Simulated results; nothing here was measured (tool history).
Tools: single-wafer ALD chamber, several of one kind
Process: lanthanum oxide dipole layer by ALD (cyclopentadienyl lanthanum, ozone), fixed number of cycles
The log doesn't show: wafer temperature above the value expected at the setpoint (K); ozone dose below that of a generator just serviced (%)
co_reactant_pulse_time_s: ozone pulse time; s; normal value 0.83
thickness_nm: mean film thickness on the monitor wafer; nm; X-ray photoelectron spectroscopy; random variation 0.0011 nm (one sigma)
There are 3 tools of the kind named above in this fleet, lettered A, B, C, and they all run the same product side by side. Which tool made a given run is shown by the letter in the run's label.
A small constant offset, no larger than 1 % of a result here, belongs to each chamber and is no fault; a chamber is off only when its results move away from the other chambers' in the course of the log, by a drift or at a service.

| run | hour | co_reactant_pulse_time_s | hours since the last thermocouple change | hours since the last ozone generator service | read-back reference wafer on the same gauge, thickness_nm | thickness_nm |
|---|---|---|---|---|---|---|
| 1A | 5.2 | 0.83 | 1984 | 660.1 | 0.47881 | 0.46691 |
| 2C | 9.3 | 0.83 | 363.5 | 285.5 | 0.47891 | 0.47011 |
| 3B | 13.8 | 0.83 | 1506 | 361.9 | 0.47916 | 0.46898 |
| 4C | 18.2 | 0.83 | 372.4 | 294.4 | 0.47856 | 0.47033 |
| 5B | 22.4 | 0.83 | 1514.6 | 370.5 | 0.47901 | 0.47024 |
| 6A | 26 | 0.83 | 2004.8 | 680.9 | 0.47901 | 0.4665 |
| 7A | 31 | 0.83 | 2009.8 | 685.9 | 0.47936 | 0.46485 |
| 8C | 34.4 | 0.83 | 388.6 | 310.6 | 0.47881 | 0.47005 |
| 9B | 37.5 | 1.11 | 1529.7 | 385.6 | 0.47916 | 0.5184 |
| 10B | 40.5 | 1.11 | 1532.7 | 388.6 | 0.47895 | 0.51937 |
| 11C | 44 | 1.11 | 398.2 | 320.2 | 0.47879 | 0.51712 |
| 12A | 48.5 | 1.06 | 2027.3 | 703.4 | 0.47888 | 0.50522 |
| 13B | 52.8 | 1.06 | 1545 | 400.9 | 0.47908 | 0.5133 |
| 14C | 56.3 | 1.06 | 410.5 | 332.5 | 0.47878 | 0.51183 |
| 15A | 61.4 | 0.83 | 2040.2 | 716.3 | 0.47905 | 0.46307 |
| 16A | 64.7 | 0.83 | 2043.5 | 719.6 | 0.47915 | 0.46084 |
| 17C | 70.5 | 0.83 | 424.7 | 346.7 | 0.47906 | 0.46831 |
| 18B | 74 | 0.83 | 1566.2 | 422.1 | 0.47886 | 0.47021 |
| 19B | 79.3 | 0.83 | 1571.5 | 427.4 | 0.4787 | 0.4715 |
| 20C | 84 | 1.03 | 438.2 | 360.2 | 0.47882 | 0.50555 |
| 21A | 89 | 1.03 | 2067.8 | 743.9 | 0.47862 | 0.49692 |
| 22C | 95.1 | 1.03 | 449.3 | 371.3 | 0.47893 | 0.50355 |
| 23A | 98.4 | 0.83 | 2077.2 | 753.3 | 0.47929 | 0.46099 |
| 24B | 104.5 | 0.52 | 1596.7 | 452.6 | 0.47919 | 0.3793 |
| 25C | 109.4 | 0.52 | 463.6 | 385.6 | 0.47926 | 0.37592 |

For the next run the whole fleet of 3 chambers uses the same settings. Give each chamber's results:
| 26A | 113.9 | 0.83 |  |  |  | ? |
| 26B | 113.9 | 0.83 |  |  |  | ? |
| 26C | 113.9 | 0.83 |  |  |  | ? |

| run | thickness_nm |
|---|---|
| 26A | 0.45967 |
| 26B | 0.47217 |
| 26C | 0.4689 |
